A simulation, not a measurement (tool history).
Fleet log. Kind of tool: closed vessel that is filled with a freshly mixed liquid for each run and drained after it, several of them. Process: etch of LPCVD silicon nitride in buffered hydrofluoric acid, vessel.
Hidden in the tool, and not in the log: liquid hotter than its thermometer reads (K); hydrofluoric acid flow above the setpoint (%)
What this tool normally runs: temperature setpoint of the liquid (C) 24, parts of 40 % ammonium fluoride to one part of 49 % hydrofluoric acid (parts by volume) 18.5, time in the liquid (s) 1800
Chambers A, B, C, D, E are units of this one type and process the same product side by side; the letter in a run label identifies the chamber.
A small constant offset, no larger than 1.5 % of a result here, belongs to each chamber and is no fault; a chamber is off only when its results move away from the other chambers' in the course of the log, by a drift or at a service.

run	hour	temperature setpoint of the liquid (C)	parts of 40 % ammonium fluoride to one part of 49 % hydrofluoric acid (parts by volume)	time in the liquid (s)	hours since the thermometer was replaced	hours since the hydrofluoric acid flow meter was replaced	read-back film thickness of the LPCVD silicon nitride reference wafer, read on the same gauge (nm)	thickness taken off the LPCVD silicon nitride on a monitor wafer (nm)
1E	6.6	24	18.5	1800	1469.1	419.3	80.04	12.403
2C	19.2	24	18.5	1800	423.3	1295.5	79.973	12.663
3B	27.3	24	18.5	1800	740.4	787.1	80.013	12.759
4D	37.7	24	18.5	1800	2026.9	705.8	79.987	12.491
5A	45.8	24	18.5	1800	188.1	649.6	79.92	12.423
6A	51.7	24	18.5	1800	194	655.5	79.971	12.428
# hour 59.7: chamber E: thermometer replaced
7E	62.2	24	18.5	1800	2.5	474.9	79.999	12.321
8D	74.4	24	18.5	1800	2063.6	742.5	79.989	12.405
9C	80.4	24	18.5	1800	484.5	1356.7	79.971	12.675
10B	88.1	24	18.5	1800	801.2	847.9	80.011	12.682
11C	94	24	13	2735	498.1	1370.3	80.001	26.83
12B	101.9	24	13	2735	815	861.7	80.061	27.325
13A	108.1	24	13	2735	250.4	711.9	79.991	26.423
14D	120.4	24	13	2735	2109.6	788.5	80.027	27.133
15E	128	24	13	2735	68.3	540.7	79.981	26.816
16C	137.8	24	18.5	1800	541.9	1414.1	79.986	12.62
17D	146.6	24	18.5	1800	2135.8	814.7	79.981	12.571
18B	155	24	18.5	1800	868.1	914.8	79.941	12.646
19E	163.9	24	18.5	1800	104.2	576.6	80.01	12.303
20A	172.7	24	18.5	1800	315	776.5	80.02	12.407
21C	182	24	18.5	1800	586.1	1458.3	80.008	12.679
22E	192.6	24	18.5	1800	132.9	605.3	80.073	12.217
23A	200.1	24	18.5	1800	342.4	803.9	80.023	12.461
24D	207.9	24	18.5	1800	2197.1	876	79.954	12.513
25B	216.2	24	18.5	1800	929.3	976	80.039	12.546
# hour 221.7: chamber C: hydrofluoric acid flow meter replaced
26E	222.7	24	18.5	1800	163	635.4	79.972	12.382
27B	232.8	24	18.5	1800	945.9	992.6	79.961	12.735
28C	243.4	24	18.5	1800	647.5	21.7	79.968	12.641
29D	254.9	24	18.5	1800	2244.1	923	79.978	12.529
30A	265.8	24	18.5	1800	408.1	869.6	79.999	12.3
31D	275.9	24	18.5	1800	2265.1	944	79.984	12.579
32C	281.4	24	18.5	1800	685.5	59.7	79.934	12.772
33B	293.3	24	18.5	1800	1006.4	1053.1	79.994	12.622
34E	300.4	24	18.5	1800	240.7	713.1	79.985	12.363
35A	307.6	24	18.5	1800	449.9	911.4	80.059	12.34
36B	316.3	24	18.5	1800	1029.4	1076.1	79.979	12.84
37A	325.2	24	18.5	1800	467.5	929	79.996	12.412
38D	336.6	24	18.5	1800	2325.8	1004.7	80.004	12.479
# hour 337.6: chamber A: hydrofluoric acid flow meter replaced
39E	347.3	24	18.5	1800	287.6	760	79.981	12.38
40C	356.4	24	18.5	1800	760.5	134.7	79.999	12.696
41E	362	24	18.5	1800	302.3	774.7	80.026	12.301
42A	372.7	24	18.5	1800	515	35.2	79.976	12.396

What goes on in this fleet: one chamber off, a drifting gauge, or nothing beyond the chambers' own small offsets? Name the chamber and the cause, if any.

Nothing is wrong: each chamber keeps only its own small, steady offset and the gauge holds still.
